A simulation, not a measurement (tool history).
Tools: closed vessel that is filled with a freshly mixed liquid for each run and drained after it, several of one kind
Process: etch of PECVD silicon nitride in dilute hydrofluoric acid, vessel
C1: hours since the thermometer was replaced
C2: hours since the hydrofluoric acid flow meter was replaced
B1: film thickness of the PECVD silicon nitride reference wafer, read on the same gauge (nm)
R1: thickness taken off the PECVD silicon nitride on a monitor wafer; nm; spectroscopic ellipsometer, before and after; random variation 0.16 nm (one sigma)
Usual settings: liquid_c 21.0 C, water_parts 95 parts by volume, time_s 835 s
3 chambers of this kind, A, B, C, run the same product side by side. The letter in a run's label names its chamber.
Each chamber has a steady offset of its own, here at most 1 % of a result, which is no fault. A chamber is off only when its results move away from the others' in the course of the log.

run 1B hour=11.9 | liquid_c=21.0 water_parts=95 time_s=835 | C1=151.2 C2=241.8 | B1=130.00 | R1=34.322
run 2C hour=18.6 | liquid_c=21.0 water_parts=95 time_s=835 | C1=155.9 C2=842.2 | B1=130.05 | R1=33.660
run 3A hour=32.1 | liquid_c=21.0 water_parts=95 time_s=835 | C1=706.4 C2=739.7 | B1=129.98 | R1=34.023
run 4B hour=44.4 | liquid_c=21.0 water_parts=95 time_s=835 | C1=183.7 C2=274.3 | B1=129.98 | R1=34.298
run 5A hour=53.1 | liquid_c=21.0 water_parts=95 time_s=835 | C1=727.4 C2=760.7 | B1=130.03 | R1=33.967
run 6C hour=60.2 | liquid_c=19.0 water_parts=95 time_s=835 | C1=197.5 C2=883.8 | B1=130.04 | R1=29.345
run 7B hour=71.8 | liquid_c=19.0 water_parts=95 time_s=835 | C1=211.1 C2=301.7 | B1=129.98 | R1=29.984
run 8A hour=80.9 | liquid_c=19.0 water_parts=95 time_s=835 | C1=755.2 C2=788.5 | B1=129.98 | R1=29.759
run 9C hour=93.2 | liquid_c=21.0 water_parts=120 time_s=835 | C1=230.5 C2=916.8 | B1=130.00 | R1=26.708
run 10A hour=100.8 | liquid_c=21.0 water_parts=120 time_s=835 | C1=775.1 C2=808.4 | B1=130.01 | R1=26.982
run 11B hour=110.2 | liquid_c=21.0 water_parts=120 time_s=835 | C1=249.5 C2=340.1 | B1=130.01 | R1=27.138
run 12C hour=120.0 | liquid_c=21.0 water_parts=115 time_s=835 | C1=257.3 C2=943.6 | B1=130.02 | R1=28.068
run 13B hour=130.4 | liquid_c=21.0 water_parts=115 time_s=835 | C1=269.7 C2=360.3 | B1=129.99 | R1=28.318
run 14C hour=142.9 | liquid_c=21.0 water_parts=115 time_s=835 | C1=280.2 C2=966.5 | B1=130.03 | R1=27.741
run 15A hour=155.8 | liquid_c=21.0 water_parts=95 time_s=835 | C1=830.1 C2=863.4 | B1=130.00 | R1=35.039
run 16C hour=168.0 | liquid_c=21.0 water_parts=95 time_s=835 | C1=305.3 C2=991.6 | B1=130.06 | R1=33.807
run 17A hour=175.8 | liquid_c=21.0 water_parts=95 time_s=835 | C1=850.1 C2=883.4 | B1=129.98 | R1=34.969
run 18B hour=185.0 | liquid_c=24.5 water_parts=95 time_s=635 | C1=324.3 C2=414.9 | B1=130.01 | R1=32.848
run 19A hour=196.4 | liquid_c=24.5 water_parts=95 time_s=635 | C1=870.7 C2=904.0 | B1=130.00 | R1=33.992
run 20B hour=207.7 | liquid_c=24.5 water_parts=95 time_s=635 | C1=347.0 C2=437.6 | B1=130.02 | R1=32.990
run 21C hour=218.4 | liquid_c=21.0 water_parts=95 time_s=835 | C1=355.7 C2=1042.0 | B1=130.00 | R1=33.559
run 22B hour=232.3 | liquid_c=21.0 water_parts=95 time_s=835 | C1=371.6 C2=462.2 | B1=129.98 | R1=34.332

What goes on in this fleet: one chamber off, a drifting gauge, or nothing beyond the chambers' own small offsets? Name the chamber and the cause, if any.

Chamber A drifts away from the others.
Cause: liquid hotter than its thermometer reads (K) = 0.963.
The log may not tell that from: hydrofluoric acid flow above the setpoint (%).

Here are 4 candidates for chamber A's next run, each the usual settings with a change, their results left as question marks. Which one brings its results back in line with what the others give on the usual settings?
In line means no further than this from the other chambers' mean on the usual settings: R1 0.550 nm
run 23A-1 hour=242.6 | liquid_c=21.0 water_parts=95 time_s=820 | R1=?
run 23A-2 hour=242.6 | liquid_c=20.0 water_parts=95 time_s=835 | R1=?
run 23A-3 hour=242.6 | liquid_c=21.0 water_parts=95 time_s=850 | R1=?
run 23A-4 hour=242.6 | liquid_c=21.0 water_parts=95 time_s=890 | R1=?

The other chambers' mean on the usual settings: R1 33.950 nm
run=23A-1 R1=35.616
run=23A-2 R1=33.949
run=23A-3 R1=36.919
run=23A-4 R1=38.657
23A-2 brings the chamber back in line.
